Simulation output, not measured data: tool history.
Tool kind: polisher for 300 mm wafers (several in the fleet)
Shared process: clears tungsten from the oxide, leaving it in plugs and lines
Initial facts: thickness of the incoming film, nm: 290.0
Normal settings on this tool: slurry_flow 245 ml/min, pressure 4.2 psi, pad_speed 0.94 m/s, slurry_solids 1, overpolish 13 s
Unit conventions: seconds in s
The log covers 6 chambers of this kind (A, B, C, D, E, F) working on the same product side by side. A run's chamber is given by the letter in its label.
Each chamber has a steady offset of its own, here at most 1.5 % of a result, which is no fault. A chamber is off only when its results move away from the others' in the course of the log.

{"day": 0.038, "done": "chamber D: worn pad replaced by a new one"}
{"day": 0.167, "done": "chamber C: slurry tank refilled with fresh slurry and peroxide"}
{"run": "1E", "day": 0.362, "slurry_flow": 245, "pressure": 4.2, "pad_speed": 0.94, "slurry_solids": 1, "overpolish": 13, "seconds": 59.189}
{"day": 0.583, "done": "chamber F: slurry tank refilled with fresh slurry and peroxide"}
{"run": "2A", "day": 0.588, "slurry_flow": 245, "pressure": 4.2, "pad_speed": 0.94, "slurry_solids": 1, "overpolish": 13, "seconds": 58.745}
{"day": 0.612, "done": "chamber E: slurry blender recalibrated"}
{"day": 0.846, "done": "chamber E: slurry tank refilled with fresh slurry and peroxide"}
{"run": "3D", "day": 0.938, "slurry_flow": 245, "pressure": 4.2, "pad_speed": 0.94, "slurry_solids": 1, "overpolish": 13, "seconds": 58.447}
{"day": 1.038, "done": "chamber A: slurry tank refilled with fresh slurry and peroxide"}
{"run": "4F", "day": 1.146, "slurry_flow": 245, "pressure": 4.2, "pad_speed": 0.94, "slurry_solids": 1, "overpolish": 13, "seconds": 59.729}
{"run": "5B", "day": 1.483, "slurry_flow": 245, "pressure": 4.2, "pad_speed": 0.94, "slurry_solids": 1, "overpolish": 13, "seconds": 58.242}
{"run": "6C", "day": 1.7, "slurry_flow": 245, "pressure": 4.2, "pad_speed": 0.94, "slurry_solids": 1, "overpolish": 18, "seconds": 58.589}
{"day": 1.712, "done": "chamber C: worn pad replaced by a new one"}
{"run": "7C", "day": 1.975, "slurry_flow": 245, "pressure": 4.2, "pad_speed": 0.94, "slurry_solids": 1, "overpolish": 18, "seconds": 58.733}
{"day": 2.021, "done": "chamber F: worn pad replaced by a new one"}
{"run": "8E", "day": 2.179, "slurry_flow": 245, "pressure": 4.2, "pad_speed": 0.94, "slurry_solids": 1, "overpolish": 18, "seconds": 58.788}
{"day": 2.183, "done": "chamber D: slurry nozzle cleaned"}
{"run": "9A", "day": 2.546, "slurry_flow": 245, "pressure": 4.2, "pad_speed": 0.94, "slurry_solids": 1, "overpolish": 18, "seconds": 58.093}
{"day": 2.617, "done": "chamber A: slurry nozzle cleaned"}
{"run": "10B", "day": 2.912, "slurry_flow": 245, "pressure": 4.2, "pad_speed": 0.94, "slurry_solids": 1, "overpolish": 18, "seconds": 58.334}
{"run": "11F", "day": 3.175, "slurry_flow": 245, "pressure": 4.2, "pad_speed": 0.94, "slurry_solids": 1, "overpolish": 18, "seconds": 59.692}
{"run": "12D", "day": 3.379, "slurry_flow": 245, "pressure": 4.2, "pad_speed": 0.94, "slurry_solids": 1, "overpolish": 13, "seconds": 58.558}
{"run": "13D", "day": 3.6, "slurry_flow": 245, "pressure": 4.2, "pad_speed": 0.94, "slurry_solids": 1, "overpolish": 13, "seconds": 59.195}
{"day": 3.604, "done": "chamber A: slurry tank refilled with fresh slurry and peroxide"}
{"run": "14E", "day": 3.792, "slurry_flow": 245, "pressure": 4.2, "pad_speed": 0.94, "slurry_solids": 1, "overpolish": 13, "seconds": 60.061}
{"day": 3.992, "done": "chamber C: slurry tank refilled with fresh slurry and peroxide"}
{"day": 4.05, "done": "chamber B: slurry tank refilled with fresh slurry and peroxide"}
{"run": "15B", "day": 4.054, "slurry_flow": 245, "pressure": 4.2, "pad_speed": 0.94, "slurry_solids": 1, "overpolish": 13, "seconds": 58.343}
{"run": "16C", "day": 4.45, "slurry_flow": 245, "pressure": 4.2, "pad_speed": 0.94, "slurry_solids": 1, "overpolish": 13, "seconds": 59.262}
{"day": 4.625, "done": "chamber F: slurry tank refilled with fresh slurry and peroxide"}
{"run": "17A", "day": 4.829, "slurry_flow": 245, "pressure": 4.2, "pad_speed": 0.94, "slurry_solids": 1, "overpolish": 13, "seconds": 59.303}
{"day": 5.062, "done": "chamber B: worn pad replaced by a new one"}
{"day": 5.188, "done": "chamber A: worn pad replaced by a new one"}
{"run": "18F", "day": 5.192, "slurry_flow": 245, "pressure": 4.2, "pad_speed": 0.94, "slurry_solids": 1, "overpolish": 13, "seconds": 59.16}
{"day": 5.404, "done": "chamber D: worn pad replaced by a new one"}
{"day": 5.488, "done": "chamber E: worn pad replaced by a new one"}
{"run": "19C", "day": 5.488, "slurry_flow": 295, "pressure": 3.5, "pad_speed": 0.94, "slurry_solids": 1, "overpolish": 13, "seconds": 68.45}
{"day": 5.738, "done": "chamber E: slurry blender recalibrated"}
{"day": 5.875, "done": "chamber A: slurry tank refilled with fresh slurry and peroxide"}
{"run": "20F", "day": 5.888, "slurry_flow": 295, "pressure": 3.5, "pad_speed": 0.94, "slurry_solids": 1, "overpolish": 13, "seconds": 70.267}
{"day": 6.079, "done": "chamber E: slurry tank refilled with fresh slurry and peroxide"}
{"run": "21B", "day": 6.192, "slurry_flow": 295, "pressure": 3.5, "pad_speed": 0.94, "slurry_solids": 1, "overpolish": 13, "seconds": 68.311}
{"day": 6.233, "done": "chamber F: worn pad replaced by a new one"}
{"run": "22D", "day": 6.512, "slurry_flow": 295, "pressure": 3.5, "pad_speed": 0.94, "slurry_solids": 1, "overpolish": 13, "seconds": 72.796}
{"run": "23E", "day": 6.912, "slurry_flow": 295, "pressure": 3.5, "pad_speed": 0.94, "slurry_solids": 1, "overpolish": 13, "seconds": 70.689}
{"day": 7.071, "done": "chamber A: slurry blender recalibrated"}
{"run": "24A", "day": 7.121, "slurry_flow": 295, "pressure": 3.5, "pad_speed": 0.94, "slurry_solids": 1, "overpolish": 13, "seconds": 70.352}
{"day": 7.138, "done": "chamber C: slurry blender recalibrated"}
{"run": "25B", "day": 7.483, "slurry_flow": 245, "pressure": 4.2, "pad_speed": 0.94, "slurry_solids": 1, "overpolish": 13, "seconds": 57.461}
{"run": "26E", "day": 7.717, "slurry_flow": 245, "pressure": 4.2, "pad_speed": 0.94, "slurry_solids": 1, "overpolish": 13, "seconds": 59.74}
{"day": 7.725, "done": "chamber B: slurry blender recalibrated"}
{"day": 7.792, "done": "chamber D: slurry blender recalibrated"}
{"day": 7.808, "done": "chamber C: head pressure recalibrated"}
{"run": "27A", "day": 7.996, "slurry_flow": 245, "pressure": 4.2, "pad_speed": 0.94, "slurry_solids": 1, "overpolish": 13, "seconds": 58.042}
{"day": 8.075, "done": "chamber A: slurry tank refilled with fresh slurry and peroxide"}
{"day": 8.271, "done": "chamber C: slurry tank refilled with fresh slurry and peroxide"}
{"run": "28C", "day": 8.3, "slurry_flow": 245, "pressure": 4.2, "pad_speed": 0.94, "slurry_solids": 1, "overpolish": 13, "seconds": 60.524}
{"run": "29F", "day": 8.508, "slurry_flow": 245, "pressure": 4.2, "pad_speed": 0.94, "slurry_solids": 1, "overpolish": 13, "seconds": 59.185}
{"day": 8.804, "done": "chamber F: slurry tank refilled with fresh slurry and peroxide"}
{"run": "30D", "day": 8.871, "slurry_flow": 245, "pressure": 4.2, "pad_speed": 0.94, "slurry_solids": 1, "overpolish": 13, "seconds": 62.666}
{"day": 8.971, "done": "chamber F: slurry blender recalibrated"}
{"day": 9.062, "done": "chamber B: slurry tank refilled with fresh slurry and peroxide"}
{"run": "31E", "day": 9.25, "slurry_flow": 245, "pressure": 4.2, "pad_speed": 0.94, "slurry_solids": 1, "overpolish": 13, "seconds": 59.792}
{"run": "32B", "day": 9.612, "slurry_flow": 245, "pressure": 4.2, "pad_speed": 0.94, "slurry_solids": 1, "overpolish": 13, "seconds": 59.576}
{"day": 9.738, "done": "chamber D: worn pad replaced by a new one"}
{"run": "33D", "day": 10.004, "slurry_flow": 245, "pressure": 4.2, "pad_speed": 0.94, "slurry_solids": 1, "overpolish": 13, "seconds": 64.481}
{"day": 10.1, "done": "chamber C: slurry nozzle cleaned"}
{"day": 10.183, "done": "chamber A: slurry tank refilled with fresh slurry and peroxide"}
{"run": "34A", "day": 10.346, "slurry_flow": 245, "pressure": 4.2, "pad_speed": 0.94, "slurry_solids": 1, "overpolish": 13, "seconds": 57.925}
{"day": 10.488, "done": "chamber F: worn pad replaced by a new one"}
{"run": "35F", "day": 10.688, "slurry_flow": 245, "pressure": 4.2, "pad_speed": 0.94, "slurry_solids": 1, "overpolish": 13, "seconds": 59.1}
{"run": "36C", "day": 10.888, "slurry_flow": 245, "pressure": 4.2, "pad_speed": 0.94, "slurry_solids": 1, "overpolish": 13, "seconds": 59.527}
{"run": "37D", "day": 11.171, "slurry_flow": 245, "pressure": 4.2, "pad_speed": 0.94, "slurry_solids": 1, "overpolish": 13, "seconds": 64.664}
{"run": "38A", "day": 11.454, "slurry_flow": 245, "pressure": 4.2, "pad_speed": 0.94, "slurry_solids": 1, "overpolish": 13, "seconds": 57.431}

Is one chamber off against the others, does the gauge drift, or is nothing wrong? If a chamber is off, say which, and what the likeliest cause is.

Chamber D drifts away from the others.
What lies behind it: peroxide lost from the slurry, % = 24.7.
The log might look much the same if the cause were instead: head's pressure below its setpoint, %.

Here are 4 candidates for chamber D's next run, each the usual settings with a change, their results left as question marks. Which one brings its results back in line with what the others give on the usual settings?
Allowed miss from the other chambers' usual-settings mean, per result, to count as in line: seconds 2.4 s
{"run": "39D-1", "day": 11.746, "slurry_flow": 250, "pressure": 4.2, "pad_speed": 1.04, "slurry_solids": 1, "overpolish": 13, "seconds": "?"}
{"run": "39D-2", "day": 11.746, "slurry_flow": 245, "pressure": 4.3, "pad_speed": 0.96, "slurry_solids": 1, "overpolish": 13, "seconds": "?"}
{"run": "39D-3", "day": 11.746, "slurry_flow": 245, "pressure": 4.1, "pad_speed": 0.92, "slurry_solids": 1, "overpolish": 13, "seconds": "?"}
{"run": "39D-4", "day": 11.746, "slurry_flow": 245, "pressure": 4, "pad_speed": 0.9, "slurry_solids": 1, "overpolish": 13, "seconds": "?"}

What the other chambers average on the usual settings: seconds 59.035 s
run=39D-1 seconds=59.201
run=39D-2 seconds=62.762
run=39D-3 seconds=68.735
run=39D-4 seconds=72.047
With 39D-1, the chamber falls back in line with the rest.

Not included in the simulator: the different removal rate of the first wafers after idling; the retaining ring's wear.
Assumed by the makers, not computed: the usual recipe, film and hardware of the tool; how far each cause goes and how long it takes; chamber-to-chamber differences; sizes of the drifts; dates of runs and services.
